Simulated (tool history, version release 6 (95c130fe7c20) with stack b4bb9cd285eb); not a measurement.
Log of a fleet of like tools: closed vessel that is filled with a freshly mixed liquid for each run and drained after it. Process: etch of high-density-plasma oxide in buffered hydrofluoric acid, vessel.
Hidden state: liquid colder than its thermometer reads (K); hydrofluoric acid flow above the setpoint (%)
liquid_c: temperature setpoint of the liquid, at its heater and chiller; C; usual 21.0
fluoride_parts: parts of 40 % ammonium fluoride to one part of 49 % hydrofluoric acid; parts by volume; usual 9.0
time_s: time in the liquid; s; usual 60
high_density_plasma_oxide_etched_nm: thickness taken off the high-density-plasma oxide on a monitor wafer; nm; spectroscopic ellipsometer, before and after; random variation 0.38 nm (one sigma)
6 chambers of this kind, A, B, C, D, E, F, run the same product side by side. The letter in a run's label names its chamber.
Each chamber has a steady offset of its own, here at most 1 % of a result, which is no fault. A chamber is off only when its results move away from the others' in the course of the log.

run	day	liquid_c	fluoride_parts	time_s	hours since the thermometer was replaced	hours since the hydrofluoric acid flow meter was replaced	read-back film thickness of the high-density-plasma oxide reference wafer, read on the same gauge (nm)	high_density_plasma_oxide_etched_nm
1A	0.467	21.0	9.0	60	404.2	764.3	110.01	67.863
2F	0.933	21.0	9.0	60	1994.3	1348.0	110.01	67.170
3B	1.404	21.0	9.0	60	1047.0	123.6	110.00	68.769
4D	1.983	21.0	9.0	60	305.4	1087.9	110.00	68.350
5E	2.362	21.0	9.0	60	280.3	1073.8	110.00	67.537
6C	2.862	19.0	6.0	60	284.8	1525.4	110.00	91.327
7C	3.200	19.0	6.0	60	292.9	1533.5	110.00	91.751
8E	3.483	19.0	6.0	60	307.2	1100.7	110.00	90.758
9B	3.812	19.0	6.0	60	1104.8	181.4	109.99	91.477
10A	4.312	19.0	6.0	60	496.5	856.6	109.97	91.833
11F	4.817	19.0	6.0	60	2087.5	1441.2	110.01	90.728
12D	5.100	21.0	9.0	60	380.2	1162.7	109.98	67.697
13A	5.504	21.0	9.0	60	525.1	885.2	110.01	68.126
14D	6.038	21.0	9.0	60	402.7	1185.2	109.99	68.075
15F	6.496	21.0	9.0	60	2127.8	1481.5	110.01	67.404
16C	6.758	21.0	9.0	60	378.3	1618.9	109.99	68.296
17E	7.062	21.0	9.0	60	393.1	1186.6	110.00	67.388
18B	7.371	21.0	9.0	60	1190.2	266.8	110.01	68.962
# day 7.471: chamber E: hydrofluoric acid flow meter replaced
19B	7.625	21.0	9.0	60	1196.3	272.9	109.99	67.991
20C	7.988	21.0	9.0	60	407.8	1648.4	109.99	68.325
21A	8.458	21.0	9.0	60	596.0	956.1	110.00	68.102
22F	8.879	21.0	9.0	60	2185.0	1538.7	110.02	67.402
23E	9.188	21.0	9.0	60	444.1	41.3	110.01	66.392
24D	9.604	21.0	9.0	60	488.3	1270.8	109.99	67.870
25A	9.929	21.0	9.0	60	631.3	991.4	110.00	67.776
26F	10.321	21.0	9.0	60	2219.6	1573.3	110.00	67.652
27B	10.675	21.0	9.0	60	1269.5	346.1	110.00	67.998
28D	10.967	21.0	9.0	60	521.0	1303.5	109.99	68.020
29E	11.458	21.0	9.0	60	498.6	95.8	110.00	67.835
30C	11.788	21.0	9.0	60	499.0	1739.6	110.02	68.219
31D	12.050	21.0	9.0	60	547.0	1329.5	110.00	67.708
32F	12.588	21.0	9.0	60	2274.0	1627.7	110.00	66.660
# day 12.804: chamber D: hydrofluoric acid flow meter replaced
33C	13.121	21.0	9.0	60	531.0	1771.6	110.00	68.356
34E	13.633	21.0	9.0	60	550.8	148.0	110.01	66.969
35A	13.967	18.5	12.5	60	728.2	1088.3	110.01	43.951
36B	14.317	18.5	12.5	60	1356.9	433.5	109.99	45.021
37C	14.588	18.5	12.5	60	566.2	1806.8	110.00	44.951
38D	15.004	18.5	12.5	60	617.9	52.9	110.01	44.583
39E	15.521	18.5	12.5	60	596.1	193.3	109.99	43.463
40A	15.992	18.5	12.5	60	776.8	1136.9	109.99	44.150
41F	16.508	21.0	9.0	60	2368.1	1721.8	110.01	67.692
42B	17.046	21.0	9.0	60	1422.4	499.0	110.00	68.691

Next, every chamber runs the same settings. What will each give?
43A	17.467	21.0	9.0	75				?
43B	17.467	21.0	9.0	75				?
43C	17.467	21.0	9.0	75				?
43D	17.467	21.0	9.0	75				?
43E	17.467	21.0	9.0	75				?
43F	17.467	21.0	9.0	75				?

run	high_density_plasma_oxide_etched_nm
43A	85.330
43B	84.605
43C	84.957
43D	85.467
43E	84.686
43F	85.143
